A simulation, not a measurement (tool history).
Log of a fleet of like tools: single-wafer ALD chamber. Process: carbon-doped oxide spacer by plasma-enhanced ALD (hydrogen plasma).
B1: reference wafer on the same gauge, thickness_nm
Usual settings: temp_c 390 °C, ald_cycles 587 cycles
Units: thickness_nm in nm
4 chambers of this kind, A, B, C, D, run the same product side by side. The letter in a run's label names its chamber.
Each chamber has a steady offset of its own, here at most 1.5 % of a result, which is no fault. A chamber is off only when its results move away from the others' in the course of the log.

{"run": "1D", "hour": 4.1, "temp_c": 390, "ald_cycles": 587, "B1": 25.66, "thickness_nm": 29.031}
{"run": "2C", "hour": 7.0, "temp_c": 390, "ald_cycles": 587, "B1": 25.717, "thickness_nm": 29.407}
{"run": "3A", "hour": 10.9, "temp_c": 390, "ald_cycles": 587, "B1": 25.706, "thickness_nm": 29.66}
{"run": "4B", "hour": 16.4, "temp_c": 390, "ald_cycles": 587, "B1": 25.692, "thickness_nm": 29.478}
{"run": "5A", "hour": 18.9, "temp_c": 390, "ald_cycles": 587, "B1": 25.722, "thickness_nm": 29.148}
{"run": "6C", "hour": 21.7, "temp_c": 390, "ald_cycles": 587, "B1": 25.72, "thickness_nm": 29.639}
{"run": "7D", "hour": 25.5, "temp_c": 390, "ald_cycles": 587, "B1": 25.72, "thickness_nm": 29.063}
{"run": "8B", "hour": 28.7, "temp_c": 390, "ald_cycles": 587, "B1": 25.71, "thickness_nm": 29.34}
{"run": "9A", "hour": 33.7, "temp_c": 390, "ald_cycles": 587, "B1": 25.746, "thickness_nm": 29.696}
{"run": "10C", "hour": 38.9, "temp_c": 390, "ald_cycles": 587, "B1": 25.726, "thickness_nm": 29.213}
{"run": "11D", "hour": 42.5, "temp_c": 390, "ald_cycles": 587, "B1": 25.688, "thickness_nm": 28.838}
{"run": "12B", "hour": 47.3, "temp_c": 390, "ald_cycles": 587, "B1": 25.664, "thickness_nm": 29.3}
{"run": "13C", "hour": 52.4, "temp_c": 383, "ald_cycles": 662, "B1": 25.679, "thickness_nm": 33.127}
{"run": "14A", "hour": 55.4, "temp_c": 383, "ald_cycles": 662, "B1": 25.701, "thickness_nm": 33.206}
{"run": "15D", "hour": 60.8, "temp_c": 383, "ald_cycles": 662, "B1": 25.718, "thickness_nm": 32.516}
{"run": "16B", "hour": 64.0, "temp_c": 383, "ald_cycles": 662, "B1": 25.7, "thickness_nm": 33.501}
{"run": "17D", "hour": 67.6, "temp_c": 390, "ald_cycles": 587, "B1": 25.706, "thickness_nm": 28.621}
{"run": "18A", "hour": 72.0, "temp_c": 390, "ald_cycles": 587, "B1": 25.698, "thickness_nm": 29.561}
{"run": "19B", "hour": 76.5, "temp_c": 390, "ald_cycles": 587, "B1": 25.661, "thickness_nm": 29.377}
{"run": "20C", "hour": 81.6, "temp_c": 390, "ald_cycles": 587, "B1": 25.712, "thickness_nm": 29.079}
{"run": "21B", "hour": 84.3, "temp_c": 390, "ald_cycles": 587, "B1": 25.669, "thickness_nm": 29.304}
{"run": "22D", "hour": 88.0, "temp_c": 390, "ald_cycles": 587, "B1": 25.689, "thickness_nm": 28.851}
{"run": "23C", "hour": 91.1, "temp_c": 390, "ald_cycles": 587, "B1": 25.717, "thickness_nm": 29.316}
{"run": "24A", "hour": 94.6, "temp_c": 390, "ald_cycles": 587, "B1": 25.671, "thickness_nm": 29.682}

What goes on in this fleet: one chamber off, a drifting gauge, or nothing beyond the chambers' own small offsets? Name the chamber and the cause, if any.

No chamber stands off beyond its own small offset, and the gauge holds steady.
